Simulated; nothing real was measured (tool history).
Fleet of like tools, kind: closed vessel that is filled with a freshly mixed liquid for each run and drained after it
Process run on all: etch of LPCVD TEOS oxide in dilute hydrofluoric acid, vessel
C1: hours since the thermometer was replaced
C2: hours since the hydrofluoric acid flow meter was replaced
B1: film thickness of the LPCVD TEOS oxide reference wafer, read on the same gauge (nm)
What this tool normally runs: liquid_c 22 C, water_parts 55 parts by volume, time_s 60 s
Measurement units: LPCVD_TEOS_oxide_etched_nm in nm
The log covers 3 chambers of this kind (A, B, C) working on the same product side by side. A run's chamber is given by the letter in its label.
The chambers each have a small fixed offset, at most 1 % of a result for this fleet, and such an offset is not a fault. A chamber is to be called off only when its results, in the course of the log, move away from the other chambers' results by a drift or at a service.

Run 1A, hour 3.9: usual settings; C1 1562.9; C2 510.3; B1 30.001. Result: LPCVD_TEOS_oxide_etched_nm 59.723 nm.
Run 2C, hour 7.6: usual settings; C1 447.6; C2 826.9; B1 30.009. Result: LPCVD_TEOS_oxide_etched_nm 60.037 nm.
Run 3B, hour 10.2: usual settings; C1 378.2; C2 899.3; B1 30.011. Result: LPCVD_TEOS_oxide_etched_nm 59.636 nm.
Run 4B, hour 14: usual settings; C1 382; C2 903.1; B1 30.004. Result: LPCVD_TEOS_oxide_etched_nm 59.552 nm.
Run 5C, hour 17.4: usual settings; C1 457.4; C2 836.7; B1 29.981. Result: LPCVD_TEOS_oxide_etched_nm 59.577 nm.
Run 6A, hour 21.7: usual settings; C1 1580.7; C2 528.1; B1 29.969. Result: LPCVD_TEOS_oxide_etched_nm 59.722 nm.
Run 7C, hour 23.9: usual settings; C1 463.9; C2 843.2; B1 30.015. Result: LPCVD_TEOS_oxide_etched_nm 59.24 nm.
Run 8A, hour 27.7: usual settings; C1 1586.7; C2 534.1; B1 30.019. Result: LPCVD_TEOS_oxide_etched_nm 59.518 nm.
Run 9B, hour 30.1: usual settings but liquid_c 24 C; C1 398.1; C2 919.2; B1 29.997. Result: LPCVD_TEOS_oxide_etched_nm 64.771 nm.
At hour 32.8: chamber A: thermometer replaced.
Run 10C, hour 34.3: usual settings but liquid_c 24 C; C1 474.3; C2 853.6; B1 29.989. Result: LPCVD_TEOS_oxide_etched_nm 65.442 nm.
Run 11B, hour 38: usual settings but liquid_c 24 C; C1 406; C2 927.1; B1 30.028. Result: LPCVD_TEOS_oxide_etched_nm 64.565 nm.
Run 12A, hour 41.9: usual settings; C1 9.1; C2 548.3; B1 30.062. Result: LPCVD_TEOS_oxide_etched_nm 59.364 nm.
Run 13A, hour 45.6: usual settings; C1 12.8; C2 552; B1 30.024. Result: LPCVD_TEOS_oxide_etched_nm 59.243 nm.
Run 14B, hour 48: usual settings; C1 416; C2 937.1; B1 29.977. Result: LPCVD_TEOS_oxide_etched_nm 59.761 nm.
Run 15C, hour 50.7: usual settings; C1 490.7; C2 870; B1 29.994. Result: LPCVD_TEOS_oxide_etched_nm 61.39 nm.
Run 16B, hour 53.9: usual settings but water_parts 35 parts by volume, time_s 35 s; C1 421.9; C2 943; B1 30.006. Result: LPCVD_TEOS_oxide_etched_nm 56.612 nm.
Run 17C, hour 55.9: usual settings but water_parts 35 parts by volume, time_s 35 s; C1 495.9; C2 875.2; B1 30.02. Result: LPCVD_TEOS_oxide_etched_nm 57.21 nm.
Run 18A, hour 59.7: usual settings but water_parts 35 parts by volume, time_s 35 s; C1 26.9; C2 566.1; B1 29.965. Result: LPCVD_TEOS_oxide_etched_nm 56.094 nm.
Run 19A, hour 62.9: usual settings; C1 30.1; C2 569.3; B1 29.991. Result: LPCVD_TEOS_oxide_etched_nm 59.578 nm.
Run 20B, hour 67.5: usual settings; C1 435.5; C2 956.6; B1 30.015. Result: LPCVD_TEOS_oxide_etched_nm 60.042 nm.

Is one chamber out of step, is the gauge drifting, or do the chambers differ by no more than their own small offsets? For an off chamber, give its letter and the likeliest cause.

Little by little, chamber C moves away from the other chambers.
What lies behind it: liquid hotter than its thermometer reads (K) = 1.01.
The log may not tell that from: hydrofluoric acid flow above the setpoint (%).

Here are 4 candidates for chamber C's next run, each the usual settings with a change, their results left as question marks. Which one brings its results back in line with what the others give on the usual settings?
In-line tolerance around the mean of the other chambers on the usual settings: LPCVD_TEOS_oxide_etched_nm 1.1 nm
Run 21C-1, hour 70.7: usual settings but liquid_c 23 C. Result: LPCVD_TEOS_oxide_etched_nm ?.
Run 21C-2, hour 70.7: usual settings but liquid_c 21 C. Result: LPCVD_TEOS_oxide_etched_nm ?.
Run 21C-3, hour 70.7: usual settings but time_s 55 s. Result: LPCVD_TEOS_oxide_etched_nm ?.
Run 21C-4, hour 70.7: usual settings but time_s 65 s. Result: LPCVD_TEOS_oxide_etched_nm ?.

The other chambers' mean on the usual settings: LPCVD_TEOS_oxide_etched_nm 59.501 nm
  run  LPCVD_TEOS_oxide_etched_nm
21C-1                      65.157
21C-2                      60.038
21C-3                      57.342
21C-4                      67.768
21C-2 brings the chamber back in line.

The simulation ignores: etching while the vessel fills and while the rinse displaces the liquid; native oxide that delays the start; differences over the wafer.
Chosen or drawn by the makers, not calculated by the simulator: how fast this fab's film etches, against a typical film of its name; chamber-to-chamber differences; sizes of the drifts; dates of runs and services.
